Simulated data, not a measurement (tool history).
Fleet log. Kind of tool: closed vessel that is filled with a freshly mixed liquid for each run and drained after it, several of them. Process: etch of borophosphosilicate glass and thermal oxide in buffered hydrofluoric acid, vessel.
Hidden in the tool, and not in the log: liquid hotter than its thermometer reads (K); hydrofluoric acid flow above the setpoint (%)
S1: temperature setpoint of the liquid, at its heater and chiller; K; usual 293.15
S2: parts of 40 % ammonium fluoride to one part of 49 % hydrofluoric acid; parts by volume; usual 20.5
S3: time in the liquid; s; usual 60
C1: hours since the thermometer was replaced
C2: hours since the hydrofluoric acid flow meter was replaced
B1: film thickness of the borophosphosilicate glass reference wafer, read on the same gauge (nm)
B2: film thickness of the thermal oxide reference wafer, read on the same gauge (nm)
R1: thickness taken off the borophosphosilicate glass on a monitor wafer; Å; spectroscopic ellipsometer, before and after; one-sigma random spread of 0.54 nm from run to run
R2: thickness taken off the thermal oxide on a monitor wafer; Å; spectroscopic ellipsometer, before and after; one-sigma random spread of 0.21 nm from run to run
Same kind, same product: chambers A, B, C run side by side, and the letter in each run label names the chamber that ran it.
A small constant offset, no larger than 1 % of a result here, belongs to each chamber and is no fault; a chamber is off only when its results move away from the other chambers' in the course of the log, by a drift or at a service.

run	hour	S1	S2	S3	C1	C2	B1	B2	R1	R2
1A	5.7	293.15	20.5	60	644.6	690.3	140	59.965	858.16	282.87
2C	10.1	293.15	20.5	60	740.1	70.4	139.99	60.001	851.14	285.1
3B	16.3	293.15	20.5	60	287.3	161.6	140	60.013	859.87	287.51
4A	22.9	293.15	20.5	60	661.8	707.5	140.02	59.995	855.2	283.59
5C	28	293.15	20.5	60	758	88.3	140	60.015	856	289.15
6B	32.3	293.15	20.5	60	303.3	177.6	140	59.975	871.81	287.3
7C	35.8	290.15	20.5	90	765.8	96.1	140.01	59.995	1094.6	364.75
8A	42.1	290.15	20.5	90	681	726.7	140.02	59.994	1069.2	358.39
9B	48.3	290.15	20.5	90	319.3	193.6	140	59.976	1087.2	364.2
10B	52.2	293.15	20.5	60	323.2	197.5	140	59.98	856.42	289.05
11A	57.2	293.15	20.5	60	696.1	741.8	140.01	59.964	862.74	284.48
12C	61	293.15	20.5	60	791	121.3	140.01	60.021	848.62	285.33
13A	65.6	293.15	20.5	60	704.5	750.2	139.99	60.014	851.92	284.81
14B	70.6	293.15	20.5	60	341.6	215.9	140.02	60	847.18	288.66
15C	77.3	293.15	20.5	60	807.3	137.6	140.02	60.024	854.6	287.17
16B	83.6	293.15	20.5	60	354.6	228.9	140.02	60.006	855.89	287.3
17A	86.7	293.15	20.5	60	725.6	771.3	140	59.977	856.75	285.28
18C	92.3	293.15	20.5	60	822.3	152.6	140.01	60.014	850.65	283.74
19A	99.4	293.15	20.5	85	738.3	784	140.01	59.976	1205.6	406.05
20B	105.4	293.15	20.5	85	376.4	250.7	140.01	60.053	1231.8	406.83
21C	109.1	293.15	20.5	85	839.1	169.4	140	59.999	1199.1	405.24
22C	115.8	293.15	20.5	60	845.8	176.1	140.01	60.057	850.14	286.02
23B	120	293.15	20.5	60	391	265.3	139.99	60.027	848.86	286.36
24A	125.6	293.15	20.5	60	764.5	810.2	140	60.023	861.45	284.59
25B	130.3	293.15	20.5	60	401.3	275.6	139.99	59.959	852.96	289.25
26A	134.9	293.15	20.5	60	773.8	819.5	139.99	59.963	860.45	281.26
27C	138.8	293.15	20.5	60	868.8	199.1	139.99	60.026	839.16	284.64
28C	144.1	293.15	20.5	60	874.1	204.4	140.01	59.95	844	284.82
# hour 146.4: chamber A: thermometer replaced
29A	149.7	293.15	20.5	60	3.4	834.3	140	60.005	849.23	283.99
30B	156	290.15	26.5	60	427	301.3	140.01	60.023	611.96	204.86
31B	162.6	290.15	26.5	60	433.6	307.9	139.99	60.002	610.88	205.08
32A	166.7	290.15	26.5	60	20.4	851.3	139.98	60.059	603.98	200.93
33C	171.7	293.15	20.5	60	901.7	232	140	59.968	862.57	283.31
34A	177.3	290.15	20.5	75	31	861.9	140	60.036	899.84	299.55
35C	183.9	290.15	20.5	75	913.9	244.2	140.01	60.009	913.96	299.59
36B	189.5	290.15	20.5	75	460.5	334.8	140	59.954	896.14	301.23
37B	194.4	293.15	27.5	75	465.4	339.7	140.02	60.026	874.08	297.08
38A	199.5	293.15	27.5	75	53.2	884.1	140	60.007	871.15	288.21
39C	206.2	293.15	27.5	75	936.2	266.5	140.01	59.99	870.29	289.78

Next, every chamber runs the same settings. What will each give?
40A	211.3	293.15	17	60					?	?
40B	211.3	293.15	17	60					?	?
40C	211.3	293.15	17	60					?	?

run	R1	R2
40A	1018.4	335.13
40B	1017.3	342.12
40C	1032.8	345.92

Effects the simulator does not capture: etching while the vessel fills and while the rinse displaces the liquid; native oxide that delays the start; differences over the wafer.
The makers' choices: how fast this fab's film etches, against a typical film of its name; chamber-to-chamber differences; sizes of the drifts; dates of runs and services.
